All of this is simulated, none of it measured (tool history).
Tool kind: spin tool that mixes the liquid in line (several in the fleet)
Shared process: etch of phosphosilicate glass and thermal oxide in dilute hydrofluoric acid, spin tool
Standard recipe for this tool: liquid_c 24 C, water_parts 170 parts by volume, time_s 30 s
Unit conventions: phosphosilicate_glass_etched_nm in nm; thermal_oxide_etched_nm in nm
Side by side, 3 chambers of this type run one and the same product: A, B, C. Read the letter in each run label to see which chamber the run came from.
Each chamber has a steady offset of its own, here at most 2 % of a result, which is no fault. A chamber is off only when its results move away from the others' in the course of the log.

run	hour	liquid_c	water_parts	time_s	hours since the thermometer was replaced	hours since the hydrofluoric acid flow meter was replaced	read-back film thickness of the phosphosilicate glass reference wafer, read on the same gauge (nm)	read-back film thickness of the thermal oxide reference wafer, read on the same gauge (nm)	phosphosilicate_glass_etched_nm	thermal_oxide_etched_nm
1C	12.0	24	170	30	220.5	155.1	90.005	99.999	26.939	0.77243
2A	20.0	24	170	30	191.5	292.1	89.993	100.020	27.086	0.79239
3B	29.2	24	170	30	870.6	677.2	90.028	99.984	27.074	0.75400
4C	37.1	24	170	30	245.6	180.2	90.009	99.996	26.908	0.79661
5B	43.5	24	170	30	884.9	691.5	89.933	100.010	27.018	0.75141
6A	53.5	24	110	15	225.0	325.6	90.018	99.999	22.914	0.61285
7A	62.4	24	110	15	233.9	334.5	90.010	99.988	22.656	0.60785
8B	71.2	24	110	15	912.6	719.2	89.992	99.975	22.237	0.59000
9C	78.9	24	170	30	287.4	222.0	90.026	100.000	26.912	0.75574
10C	87.3	24	170	30	295.8	230.4	89.933	99.992	26.938	0.80440
11A	95.4	24	170	30	266.9	367.5	90.000	100.010	27.392	0.69375
12B	103.9	24	170	30	945.3	751.9	89.966	100.010	27.130	0.72267
13B	113.3	27	170	20	954.7	761.3	89.972	99.982	20.238	0.60181
14A	119.9	27	170	20	291.4	392.0	89.974	100.000	20.245	0.55487
15C	127.2	27	170	20	335.7	270.3	89.996	100.020	19.795	0.59970
16B	138.9	24	170	30	980.3	786.9	90.022	100.010	27.316	0.71598
17A	144.3	24	170	30	315.8	416.4	90.022	99.988	27.030	0.72542
18C	155.8	24	170	30	364.3	298.9	90.001	100.020	26.992	0.78004
19A	168.0	24	170	30	339.5	440.1	90.011	99.999	27.507	0.79215
20C	174.4	24	170	30	382.9	317.5	90.047	99.996	26.834	0.75075
21B	182.3	22	170	45	1023.7	830.3	89.965	100.020	38.267	1.08730
22C	193.3	22	170	45	401.8	336.4	90.015	100.030	37.608	0.99535
23B	204.0	22	170	45	1045.4	852.0	89.974	100.020	38.419	1.03380
24A	212.6	24	170	30	384.1	484.7	90.024	100.020	27.269	0.76862
25A	223.2	24	170	30	394.7	495.3	90.003	99.998	26.980	0.73707
26C	232.2	24	170	30	440.7	375.3	89.980	100.010	27.019	0.77712

The same settings go to every chamber for the next run, one line per chamber below. Forecast the results for each:
27A	241.1	24	170	30					?	?
27B	241.1	24	170	30					?	?
27C	241.1	24	170	30					?	?

run	phosphosilicate_glass_etched_nm	thermal_oxide_etched_nm
27A	27.301	0.74809
27B	27.702	0.76708
27C	27.050	0.74352
